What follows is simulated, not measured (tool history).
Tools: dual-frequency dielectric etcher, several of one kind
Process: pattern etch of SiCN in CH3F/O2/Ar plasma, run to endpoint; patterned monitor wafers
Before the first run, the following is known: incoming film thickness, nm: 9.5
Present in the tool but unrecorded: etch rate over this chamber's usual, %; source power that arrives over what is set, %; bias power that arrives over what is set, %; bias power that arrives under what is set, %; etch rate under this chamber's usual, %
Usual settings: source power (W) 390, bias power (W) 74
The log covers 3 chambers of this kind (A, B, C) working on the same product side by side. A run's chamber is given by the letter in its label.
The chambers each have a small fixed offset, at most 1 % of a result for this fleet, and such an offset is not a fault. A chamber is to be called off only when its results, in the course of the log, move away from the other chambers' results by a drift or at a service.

run,hour,source power (W),bias power (W),hours since the last wet clean,hours since the last source power generator calibration,hours since the last bias power generator calibration,endpoint time (s)
1B,10.4,390,74,453.6,3840.4,1177.8,25.657
2C,18.3,390,74,294.0,435.5,3731.2,25.860
3A,24.7,390,74,130.6,2898.6,487.2,25.358
4B,29.6,390,74,472.8,3859.6,1197.0,25.458
5C,35.5,480,74,311.2,452.7,3748.4,23.832
6A,41.0,480,74,146.9,2914.9,503.5,23.174
7C,45.9,480,74,321.6,463.1,3758.8,23.450
8A,51.9,390,74,157.8,2925.8,514.4,24.993
9B,59.8,390,74,503.0,3889.8,1227.2,25.510
10A,65.5,390,74,171.4,2939.4,528.0,25.136
11B,70.9,390,74,514.1,3900.9,1238.3,25.731
12C,80.1,390,74,355.8,497.3,3793.0,25.435
13C,87.9,390,74,363.6,505.1,3800.8,25.737
14A,92.4,390,74,198.3,2966.3,554.9,24.472
15B,97.5,390,74,540.7,3927.5,1264.9,25.484
16A,107.9,390,74,213.8,2981.8,570.4,24.874
17C,117.0,390,74,392.7,534.2,3829.9,25.700
18B,127.0,390,74,570.2,3957.0,1294.4,25.522
19B,132.2,390,74,575.4,3962.2,1299.6,25.570
20A,141.5,390,74,247.4,3015.4,604.0,24.364
21C,146.2,390,74,421.9,563.4,3859.1,25.683
22B,152.8,390,74,596.0,3982.8,1320.2,25.626
# hour 153.7: chamber C: wet clean of the chamber
23A,158.2,390,81,264.1,3032.1,620.7,23.420
24C,163.3,390,81,9.6,580.5,3876.2,24.728

One chamber off, gauge drift, or nothing amiss beyond the chambers' own small offsets? If it is a chamber, which one, and what is the likeliest cause?

Chamber A drifts away from the others.
What lies behind it: etch rate over this chamber's usual, % = 4.22.

Chamber A could run next with any of the 4 candidate recipes listed below; each alters the usual settings, and their results appear as question marks. Which one brings its results back in line with what the other chambers deliver on the usual settings?
In line here means within this much of the mean the other chambers give on the usual settings: endpoint time (s) 0.490
25A-1,170.8,440,74,,,,?
25A-2,170.8,360,69,,,,?
25A-3,170.8,390,57,,,,?
25A-4,170.8,480,74,,,,?

What the other chambers average on the usual settings: endpoint time (s) 25.553
run,endpoint time (s)
25A-1,23.243
25A-2,25.671
25A-3,26.617
25A-4,22.501
25A-2 puts the chamber back in line with the other chambers.
